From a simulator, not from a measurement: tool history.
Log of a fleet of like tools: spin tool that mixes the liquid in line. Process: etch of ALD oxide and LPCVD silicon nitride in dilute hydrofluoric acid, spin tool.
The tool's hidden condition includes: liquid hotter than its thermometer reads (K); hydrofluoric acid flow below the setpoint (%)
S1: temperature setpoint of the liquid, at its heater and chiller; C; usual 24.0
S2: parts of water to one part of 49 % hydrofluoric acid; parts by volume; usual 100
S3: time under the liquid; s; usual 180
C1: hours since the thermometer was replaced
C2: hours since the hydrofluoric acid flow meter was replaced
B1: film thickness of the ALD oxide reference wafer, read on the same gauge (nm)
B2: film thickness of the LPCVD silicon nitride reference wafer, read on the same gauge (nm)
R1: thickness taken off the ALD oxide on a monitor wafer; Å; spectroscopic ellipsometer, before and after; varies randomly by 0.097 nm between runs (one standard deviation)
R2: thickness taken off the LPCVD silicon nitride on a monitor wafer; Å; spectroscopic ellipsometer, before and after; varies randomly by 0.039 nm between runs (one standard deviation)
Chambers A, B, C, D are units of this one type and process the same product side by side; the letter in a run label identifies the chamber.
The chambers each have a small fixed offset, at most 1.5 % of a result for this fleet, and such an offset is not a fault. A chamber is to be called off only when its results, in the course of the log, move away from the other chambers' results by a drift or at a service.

run    day    S1   S2   S3      C1      C2      B1      B2       R1       R2
 1C  0.233  24.0  100  180   586.1  2028.2  140.00  39.987  220.670   7.4715
 2B  0.596  24.0  100  180   409.2   557.4  139.99  40.009  223.360   8.1233
 3A  0.933  24.0  100  180  1202.8   195.9  139.99  39.984  224.480   8.1474
 4D  1.100  24.0  100  180   175.2   743.5  140.01  40.036  222.140   9.0099
 5A  1.371  24.0  100  180  1213.3   206.4  139.98  39.979  223.390   8.0048
 6C  1.542  21.5  100   75   617.5  2059.6  140.01  39.997   83.273   2.9647
 7D  1.829  21.5  100   75   192.7   761.0  140.00  40.020   84.038   2.8233
 8B  2.038  21.5  100   75   443.8   592.0  140.02  39.999   83.832   3.0156
 9A  2.258  21.5  100   75  1234.6   227.7  139.99  39.950   84.653   2.7890
10D  2.529  24.0  100  180   209.5   777.8  140.00  39.943  222.930   8.6790
11B  2.879  24.0  100  180   464.0   612.2  140.01  39.998  221.740   8.5694
12C  3.100  24.0  100  180   654.9  2097.0  140.01  40.016  220.660   8.7101
13D  3.362  24.0  100  180   229.5   797.8  139.97  40.021  222.240   8.4868
14B  3.671  24.0  100  130   483.0   631.2  140.00  40.011  159.240   6.0884
15C  3.908  24.0  100  130   674.3  2116.4  139.99  40.008  159.620   5.5380
16A  4.104  24.0  100  130  1278.9   272.0  139.98  39.995  162.490   5.7558
17D  4.342  24.0  100  130   253.0   821.3  140.00  39.974  160.470   5.5360
18B  4.625  24.0  100  180   505.9   654.1  140.03  39.960  222.280   8.0623
19A  4.825  24.0  100  180  1296.2   289.3  139.98  40.004  223.680   8.3506
20C  5.100  24.0  100  180   702.9  2145.0  140.00  40.020  221.590   8.0838
21D  5.267  24.0  100  180   275.2   843.5  139.99  40.006  222.440   7.9682
22B  5.596  24.0  100  180   529.2   677.4  139.99  39.930  224.120   7.9460
23A  5.879  24.0  100  180  1321.5   314.6  140.02  40.053  222.660   8.1996
24C  6.108  24.0  100  265   727.1  2169.2  140.00  39.984  328.980  11.5240
25B  6.421  24.0  100  265   549.0   697.2  140.01  39.977  325.610  13.4570

What goes on in this fleet: one chamber off, a drifting gauge, or nothing beyond the chambers' own small offsets? Name the chamber and the cause, if any.

No chamber stands off beyond its own small offset, and the gauge holds steady.

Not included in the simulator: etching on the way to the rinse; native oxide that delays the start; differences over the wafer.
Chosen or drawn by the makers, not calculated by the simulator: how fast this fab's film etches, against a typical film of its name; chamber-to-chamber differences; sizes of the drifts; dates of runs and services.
